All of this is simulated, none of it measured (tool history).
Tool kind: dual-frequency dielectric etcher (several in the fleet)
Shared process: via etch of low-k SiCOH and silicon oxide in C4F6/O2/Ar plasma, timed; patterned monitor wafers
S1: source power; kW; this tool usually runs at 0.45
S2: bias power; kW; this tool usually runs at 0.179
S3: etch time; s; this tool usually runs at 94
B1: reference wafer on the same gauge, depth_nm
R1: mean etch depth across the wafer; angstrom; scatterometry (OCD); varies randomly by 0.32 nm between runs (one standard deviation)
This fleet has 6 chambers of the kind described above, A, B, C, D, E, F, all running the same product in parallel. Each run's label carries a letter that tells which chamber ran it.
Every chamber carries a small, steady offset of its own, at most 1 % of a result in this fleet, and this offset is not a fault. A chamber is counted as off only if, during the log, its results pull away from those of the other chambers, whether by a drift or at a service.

run 1B day=0.1 | S1=0.45 S2=0.179 S3=94 | B1=320.93 | R1=2772.4
run 2C day=0.246 | S1=0.45 S2=0.179 S3=94 | B1=320.91 | R1=2751.9
run 3F day=0.408 | S1=0.45 S2=0.179 S3=94 | B1=320.86 | R1=2750.4
run 4A day=0.571 | S1=0.45 S2=0.179 S3=94 | B1=320.95 | R1=2732.3
run 5E day=0.662 | S1=0.45 S2=0.179 S3=94 | B1=320.86 | R1=2740.8
run 6D day=0.783 | S1=0.45 S2=0.179 S3=94 | B1=320.72 | R1=2772.2
run 7E day=0.912 | S1=0.41 S2=0.199 S3=94 | B1=320.72 | R1=2730.9
run 8D day=1.054 | S1=0.41 S2=0.199 S3=94 | B1=320.62 | R1=2760.2
run 9B day=1.212 | S1=0.41 S2=0.199 S3=94 | B1=320.68 | R1=2753.1
run 10C day=1.379 | S1=0.41 S2=0.199 S3=94 | B1=320.51 | R1=2742.4
run 11F day=1.508 | S1=0.41 S2=0.199 S3=94 | B1=320.61 | R1=2734.4
-- day=1.592 chamber C: source power generator calibrated
run 12A day=1.642 | S1=0.41 S2=0.199 S3=94 | B1=320.52 | R1=2722.9
run 13E day=1.779 | S1=0.45 S2=0.179 S3=94 | B1=320.42 | R1=2737
run 14D day=1.942 | S1=0.45 S2=0.179 S3=94 | B1=320.38 | R1=2763.6
run 15C day=2.067 | S1=0.45 S2=0.179 S3=94 | B1=320.37 | R1=2744
-- day=2.146 chamber E: wet clean of the chamber
-- day=2.183 chamber D: wet clean of the chamber
run 16F day=2.2 | S1=0.45 S2=0.179 S3=94 | B1=320.36 | R1=2746.5
run 17B day=2.304 | S1=0.45 S2=0.179 S3=94 | B1=320.26 | R1=2761
run 18A day=2.383 | S1=0.45 S2=0.179 S3=94 | B1=320.26 | R1=2726.7
run 19A day=2.5 | S1=0.45 S2=0.179 S3=94 | B1=320.19 | R1=2733
run 20D day=2.658 | S1=0.45 S2=0.179 S3=94 | B1=320.18 | R1=2764.6
run 21F day=2.742 | S1=0.45 S2=0.179 S3=94 | B1=320.21 | R1=2740.2
run 22E day=2.892 | S1=0.45 S2=0.179 S3=94 | B1=320.21 | R1=2739.9
run 23C day=2.975 | S1=0.45 S2=0.179 S3=94 | B1=320.1 | R1=2736.4
run 24B day=3.092 | S1=0.45 S2=0.179 S3=94 | B1=320.12 | R1=2762.8
run 25F day=3.212 | S1=0.45 S2=0.179 S3=94 | B1=319.94 | R1=2734.9
run 26E day=3.367 | S1=0.45 S2=0.179 S3=94 | B1=319.94 | R1=2735.9
run 27D day=3.479 | S1=0.45 S2=0.179 S3=94 | B1=319.99 | R1=2764.9
run 28B day=3.642 | S1=0.45 S2=0.179 S3=94 | B1=319.78 | R1=2762.9
run 29C day=3.788 | S1=0.45 S2=0.179 S3=94 | B1=319.84 | R1=2741.5
run 30A day=3.896 | S1=0.45 S2=0.179 S3=94 | B1=319.79 | R1=2722.2
run 31F day=4.042 | S1=0.45 S2=0.179 S3=94 | B1=319.77 | R1=2734.8
run 32C day=4.192 | S1=0.45 S2=0.179 S3=94 | B1=319.7 | R1=2736.9
run 33A day=4.342 | S1=0.45 S2=0.179 S3=94 | B1=319.72 | R1=2724.7
run 34D day=4.471 | S1=0.45 S2=0.179 S3=94 | B1=319.52 | R1=2762.7
run 35E day=4.55 | S1=0.36 S2=0.179 S3=94 | B1=319.46 | R1=2506.6
run 36B day=4.638 | S1=0.36 S2=0.179 S3=94 | B1=319.49 | R1=2528.4
run 37E day=4.788 | S1=0.36 S2=0.179 S3=94 | B1=319.46 | R1=2501.7

For the next run the whole fleet of 6 chambers uses the same settings. Give each chamber's results:
run 38A day=4.912 | S1=0.45 S2=0.179 S3=94 | R1=?
run 38B day=4.912 | S1=0.45 S2=0.179 S3=94 | R1=?
run 38C day=4.912 | S1=0.45 S2=0.179 S3=94 | R1=?
run 38D day=4.912 | S1=0.45 S2=0.179 S3=94 | R1=?
run 38E day=4.912 | S1=0.45 S2=0.179 S3=94 | R1=?
run 38F day=4.912 | S1=0.45 S2=0.179 S3=94 | R1=?

run=38A R1=2727.6
run=38B R1=2754.5
run=38C R1=2735.5
run=38D R1=2755.6
run=38E R1=2734.7
run=38F R1=2731.4

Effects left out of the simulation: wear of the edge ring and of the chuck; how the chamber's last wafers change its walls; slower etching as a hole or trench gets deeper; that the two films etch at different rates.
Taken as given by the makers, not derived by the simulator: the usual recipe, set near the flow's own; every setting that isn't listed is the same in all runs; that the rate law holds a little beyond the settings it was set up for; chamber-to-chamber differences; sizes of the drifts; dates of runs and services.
